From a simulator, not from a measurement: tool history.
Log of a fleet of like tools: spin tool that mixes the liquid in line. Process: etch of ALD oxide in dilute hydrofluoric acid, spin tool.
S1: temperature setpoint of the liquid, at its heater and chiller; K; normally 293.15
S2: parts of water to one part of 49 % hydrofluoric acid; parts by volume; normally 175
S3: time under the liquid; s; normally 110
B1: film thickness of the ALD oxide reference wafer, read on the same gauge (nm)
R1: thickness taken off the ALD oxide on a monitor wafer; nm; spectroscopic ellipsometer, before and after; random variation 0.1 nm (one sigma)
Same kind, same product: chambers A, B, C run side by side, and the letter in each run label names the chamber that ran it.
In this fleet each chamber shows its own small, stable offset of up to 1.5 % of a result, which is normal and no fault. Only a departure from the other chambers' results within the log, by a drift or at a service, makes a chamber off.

run 1C hour=12.0 | S1=293.15 S2=175 S3=110 | B1=70.036 | R1=12.1820
run 2A hour=20.6 | S1=293.15 S2=175 S3=110 | B1=69.989 | R1=12.1260
run 3B hour=28.0 | S1=293.15 S2=175 S3=110 | B1=69.973 | R1=12.4600
run 4C hour=38.9 | S1=293.15 S2=175 S3=110 | B1=70.005 | R1=12.1700
run 5B hour=46.2 | S1=293.15 S2=175 S3=110 | B1=69.954 | R1=12.2850
-- hour=47.6 chamber A: hydrofluoric acid flow meter replaced
run 6A hour=52.5 | S1=293.15 S2=175 S3=110 | B1=69.938 | R1=12.1230
run 7C hour=60.3 | S1=293.15 S2=175 S3=110 | B1=69.981 | R1=12.1040
run 8B hour=69.3 | S1=293.15 S2=260 S3=85 | B1=69.968 | R1=5.9480
run 9A hour=79.9 | S1=293.15 S2=260 S3=85 | B1=69.991 | R1=5.8438
run 10C hour=92.3 | S1=293.15 S2=260 S3=85 | B1=69.989 | R1=5.7295
run 11A hour=104.6 | S1=293.15 S2=175 S3=110 | B1=70.057 | R1=12.3350
run 12B hour=114.6 | S1=293.15 S2=175 S3=110 | B1=70.000 | R1=12.4830
run 13A hour=124.7 | S1=293.15 S2=175 S3=110 | B1=69.983 | R1=12.0660
-- hour=124.9 chamber C: thermometer replaced
run 14C hour=131.5 | S1=293.15 S2=260 S3=110 | B1=69.970 | R1=7.5576
run 15B hour=137.7 | S1=293.15 S2=260 S3=110 | B1=70.015 | R1=7.9470
run 16B hour=147.3 | S1=293.15 S2=260 S3=110 | B1=70.047 | R1=7.9841
run 17C hour=153.2 | S1=293.15 S2=175 S3=110 | B1=69.998 | R1=12.2650
run 18A hour=159.8 | S1=293.15 S2=175 S3=110 | B1=70.014 | R1=12.0430
run 19A hour=168.6 | S1=293.15 S2=175 S3=110 | B1=70.007 | R1=12.1080
run 20B hour=181.2 | S1=293.15 S2=175 S3=110 | B1=69.975 | R1=12.5850
run 21C hour=187.6 | S1=293.15 S2=175 S3=110 | B1=69.977 | R1=12.1910
run 22C hour=199.7 | S1=293.15 S2=175 S3=110 | B1=69.996 | R1=12.3120
run 23A hour=209.1 | S1=293.15 S2=175 S3=110 | B1=70.048 | R1=12.1040
run 24B hour=216.2 | S1=293.15 S2=175 S3=110 | B1=69.989 | R1=13.1990
run 25C hour=224.9 | S1=293.15 S2=175 S3=110 | B1=70.024 | R1=12.2630
run 26B hour=235.7 | S1=293.15 S2=175 S3=110 | B1=69.995 | R1=13.1240
run 27A hour=244.3 | S1=293.15 S2=120 S3=70 | B1=69.984 | R1=12.0330
run 28A hour=250.6 | S1=293.15 S2=120 S3=70 | B1=69.992 | R1=11.7780
run 29C hour=261.7 | S1=293.15 S2=120 S3=70 | B1=70.064 | R1=12.3210
run 30B hour=270.4 | S1=293.15 S2=175 S3=110 | B1=69.986 | R1=13.5210
run 31C hour=281.9 | S1=293.15 S2=175 S3=110 | B1=69.993 | R1=12.0170
run 32A hour=288.9 | S1=293.15 S2=265 S3=135 | B1=69.987 | R1=9.0188
run 33B hour=298.3 | S1=293.15 S2=265 S3=135 | B1=69.985 | R1=10.2020
run 34A hour=308.3 | S1=293.15 S2=265 S3=135 | B1=69.986 | R1=8.8759
run 35B hour=320.2 | S1=293.15 S2=175 S3=150 | B1=70.014 | R1=18.4990
run 36C hour=327.4 | S1=293.15 S2=175 S3=150 | B1=69.981 | R1=16.7040
run 37A hour=333.9 | S1=293.15 S2=175 S3=150 | B1=69.982 | R1=16.6020
run 38B hour=341.5 | S1=293.15 S2=175 S3=110 | B1=69.997 | R1=13.7060
run 39C hour=347.2 | S1=293.15 S2=175 S3=110 | B1=69.998 | R1=12.2420
-- hour=347.7 chamber B: thermometer replaced
run 40B hour=357.3 | S1=293.15 S2=175 S3=110 | B1=70.019 | R1=13.7860

All chambers now run identical settings, listed one chamber a line with results as question marks. What results will each chamber show?
run 41A hour=366.3 | S1=293.15 S2=175 S3=110 | R1=?
run 41B hour=366.3 | S1=293.15 S2=175 S3=110 | R1=?
run 41C hour=366.3 | S1=293.15 S2=175 S3=110 | R1=?

run=41A R1=12.0620
run=41B R1=13.7490
run=41C R1=12.1940

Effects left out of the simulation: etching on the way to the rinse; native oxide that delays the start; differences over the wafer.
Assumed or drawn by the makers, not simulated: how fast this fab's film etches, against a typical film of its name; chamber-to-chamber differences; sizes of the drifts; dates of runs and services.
